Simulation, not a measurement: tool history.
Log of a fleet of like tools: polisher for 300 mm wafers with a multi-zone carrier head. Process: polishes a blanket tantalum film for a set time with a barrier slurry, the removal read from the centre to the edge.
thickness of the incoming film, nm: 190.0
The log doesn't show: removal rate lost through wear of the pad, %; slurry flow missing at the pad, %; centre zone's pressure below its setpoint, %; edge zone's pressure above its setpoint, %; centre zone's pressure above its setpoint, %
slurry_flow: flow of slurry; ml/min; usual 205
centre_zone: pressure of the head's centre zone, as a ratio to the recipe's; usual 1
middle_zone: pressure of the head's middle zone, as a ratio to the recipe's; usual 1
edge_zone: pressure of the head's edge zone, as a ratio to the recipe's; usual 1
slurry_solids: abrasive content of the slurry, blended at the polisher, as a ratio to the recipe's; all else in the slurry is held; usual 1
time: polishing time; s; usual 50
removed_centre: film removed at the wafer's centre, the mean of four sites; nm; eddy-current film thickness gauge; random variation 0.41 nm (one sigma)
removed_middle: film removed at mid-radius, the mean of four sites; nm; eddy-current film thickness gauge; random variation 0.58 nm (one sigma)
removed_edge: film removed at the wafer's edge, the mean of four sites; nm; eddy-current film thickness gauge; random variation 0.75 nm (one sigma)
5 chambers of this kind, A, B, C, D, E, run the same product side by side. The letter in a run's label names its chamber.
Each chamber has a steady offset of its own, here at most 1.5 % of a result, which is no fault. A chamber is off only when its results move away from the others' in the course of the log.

| run | hour | slurry_flow | centre_zone | middle_zone | edge_zone | slurry_solids | time | wafers polished on this pad | hours since the slurry nozzle was cleaned | hours since the centre zone pressure was calibrated | hours since the edge zone pressure was calibrated | removed_centre | removed_middle | removed_edge |
|---|---|---|---|---|---|---|---|---|---|---|---|---|---|---|
| 1B | 5.8 | 205 | 1 | 1 | 1 | 1 | 50 | 1003 | 242.5 | 69.2 | 43 | 65.613 | 66.927 | 65.065 |
| 2A | 10.4 | 205 | 1 | 1 | 1 | 1 | 50 | 465 | 194.9 | 1088.4 | 434.5 | 65.759 | 65.568 | 66.056 |
| 3D | 17.7 | 205 | 1 | 1 | 1 | 1 | 50 | 329 | 252.7 | 324.6 | 852.8 | 66.588 | 65.319 | 64.166 |
|  | 20.3 | chamber D: edge zone pressure recalibrated |
| 4C | 24.7 | 205 | 1 | 1 | 1 | 1 | 50 | 699 | 300.9 | 176 | 575.3 | 65.716 | 64.743 | 66.105 |
| 5E | 31.8 | 205 | 1 | 1 | 1 | 1 | 50 | 239 | 144.1 | 578.2 | 493.2 | 65.921 | 65.377 | 65.422 |
| 6D | 41.1 | 205 | 1 | 1.06 | 1 | 1 | 50 | 477 | 276.1 | 348 | 20.9 | 66.569 | 69.278 | 65.807 |
| 7C | 48.5 | 205 | 1 | 1.06 | 1 | 1 | 50 | 850 | 324.7 | 199.8 | 599.1 | 65.638 | 69.512 | 65.618 |
| 8B | 55 | 205 | 1 | 1.06 | 1 | 1 | 50 | 1314 | 291.7 | 118.4 | 92.2 | 65.789 | 69.192 | 63.688 |
|  | 61.2 | chamber B: worn pad replaced by a new one |
| 9A | 61.5 | 205 | 1 | 1.06 | 1 | 1 | 50 | 788 | 246 | 1139.5 | 485.6 | 65.465 | 68.265 | 64.872 |
| 10E | 69.5 | 205 | 1 | 1.06 | 1 | 1 | 50 | 478 | 181.8 | 615.9 | 530.9 | 66.611 | 68.681 | 65.906 |
| 11A | 77.2 | 205 | 1 | 1 | 1.1 | 1 | 50 | 887 | 261.7 | 1155.2 | 501.3 | 65.839 | 65.937 | 69.911 |
| 12D | 81.7 | 205 | 1 | 1 | 1.1 | 1 | 50 | 734 | 316.7 | 388.6 | 61.5 | 66.505 | 66.177 | 66.825 |
|  | 82.1 | chamber C: worn pad replaced by a new one |
|  | 83.3 | chamber A: centre zone pressure recalibrated |
| 13C | 89 | 205 | 1 | 1 | 1.1 | 1 | 50 | 43 | 365.2 | 240.3 | 639.6 | 65.806 | 64.854 | 68.035 |
| 14E | 95.6 | 205 | 1 | 1 | 1.1 | 1 | 50 | 643 | 207.9 | 642 | 557 | 66.387 | 65.696 | 69.947 |
| 15B | 105.2 | 205 | 1 | 1 | 1.1 | 1 | 50 | 278 | 341.9 | 168.6 | 142.4 | 65.7 | 66.788 | 69.59 |
|  | 113.5 | chamber E: worn pad replaced by a new one |
| 16E | 114.8 | 205 | 1 | 1 | 1 | 1 | 50 | 8 | 227.1 | 661.2 | 576.2 | 66.214 | 64.832 | 65.124 |
| 17B | 124 | 205 | 1 | 1 | 1 | 1 | 50 | 397 | 360.7 | 187.4 | 161.2 | 65.524 | 65.21 | 64.973 |
| 18D | 133.3 | 205 | 1 | 1 | 1 | 1 | 50 | 1061 | 368.3 | 440.2 | 113.1 | 65.751 | 65.943 | 65.133 |
| 19C | 137.7 | 205 | 1 | 1 | 1 | 1 | 50 | 352 | 413.9 | 289 | 688.3 | 65.855 | 64.831 | 65.031 |
| 20A | 143.8 | 205 | 1 | 1 | 1 | 1 | 50 | 1309 | 328.3 | 60.5 | 567.9 | 62.811 | 64.391 | 64.45 |
| 21C | 149.5 | 205 | 1 | 1 | 1 | 1 | 50 | 426 | 425.7 | 300.8 | 700.1 | 65.227 | 64.572 | 64.827 |
| 22A | 156.4 | 205 | 1 | 1 | 1 | 1 | 50 | 1388 | 340.9 | 73.1 | 580.5 | 63.139 | 65.571 | 66.083 |
| 23B | 164.1 | 205 | 1 | 1 | 1 | 1 | 50 | 651 | 400.8 | 227.5 | 201.3 | 66.143 | 65.721 | 65.939 |
|  | 165.8 | chamber D: slurry nozzle cleaned |
|  | 169.2 | chamber A: slurry nozzle cleaned |
| 24D | 172 | 205 | 1.08 | 1.06 | 1 | 1 | 50 | 1305 | 6.3 | 478.9 | 151.8 | 72.268 | 70.035 | 65.805 |
|  | 172.2 | chamber A: worn pad replaced by a new one |
|  | 173.1 | chamber C: centre zone pressure recalibrated |
| 25E | 178.9 | 205 | 1.08 | 1.06 | 1 | 1 | 50 | 414 | 291.2 | 725.3 | 640.3 | 72.255 | 68.774 | 65.283 |
| 26C | 183.5 | 205 | 1.08 | 1.06 | 1 | 1 | 50 | 641 | 459.7 | 10.4 | 734.1 | 70.489 | 68.221 | 65.508 |
|  | 185.9 | chamber D: worn pad replaced by a new one |
| 27A | 189.6 | 205 | 1.08 | 1.06 | 1 | 1 | 50 | 110 | 20.4 | 106.3 | 613.7 | 69.163 | 68.01 | 65.935 |
| 28E | 194.4 | 205 | 1.08 | 1.06 | 1 | 1 | 50 | 512 | 306.7 | 740.8 | 655.8 | 71.681 | 69.546 | 66.917 |
| 29D | 203.7 | 205 | 1 | 1 | 1 | 1 | 50 | 112 | 38 | 510.6 | 183.5 | 66.906 | 64.957 | 65.585 |
| 30B | 212.7 | 205 | 1 | 1 | 1 | 1 | 50 | 958 | 449.4 | 276.1 | 249.9 | 65.497 | 65.262 | 65.211 |
|  | 215 | chamber E: slurry nozzle cleaned |
| 31E | 220.3 | 205 | 1 | 1 | 1 | 1 | 50 | 675 | 5.3 | 766.7 | 681.7 | 66.123 | 65.508 | 65.068 |
| 32C | 229.6 | 205 | 1 | 1 | 1 | 1 | 50 | 933 | 505.8 | 56.5 | 780.2 | 65.485 | 65.348 | 64.897 |

Next, every chamber runs the same settings. What will each give?
| 33A | 236.5 | 205 | 1 | 1 | 1 | 0.8 | 50 |  |  |  |  | ? | ? | ? |
| 33B | 236.5 | 205 | 1 | 1 | 1 | 0.8 | 50 |  |  |  |  | ? | ? | ? |
| 33C | 236.5 | 205 | 1 | 1 | 1 | 0.8 | 50 |  |  |  |  | ? | ? | ? |
| 33D | 236.5 | 205 | 1 | 1 | 1 | 0.8 | 50 |  |  |  |  | ? | ? | ? |
| 33E | 236.5 | 205 | 1 | 1 | 1 | 0.8 | 50 |  |  |  |  | ? | ? | ? |

| run | removed_centre | removed_middle | removed_edge |
|---|---|---|---|
| 33A | 59.616 | 61.021 | 61.52 |
| 33B | 61.363 | 60.503 | 60.92 |
| 33C | 61.388 | 60.624 | 62.137 |
| 33D | 61.718 | 61.592 | 60.121 |
| 33E | 61.858 | 61.006 | 61.477 |

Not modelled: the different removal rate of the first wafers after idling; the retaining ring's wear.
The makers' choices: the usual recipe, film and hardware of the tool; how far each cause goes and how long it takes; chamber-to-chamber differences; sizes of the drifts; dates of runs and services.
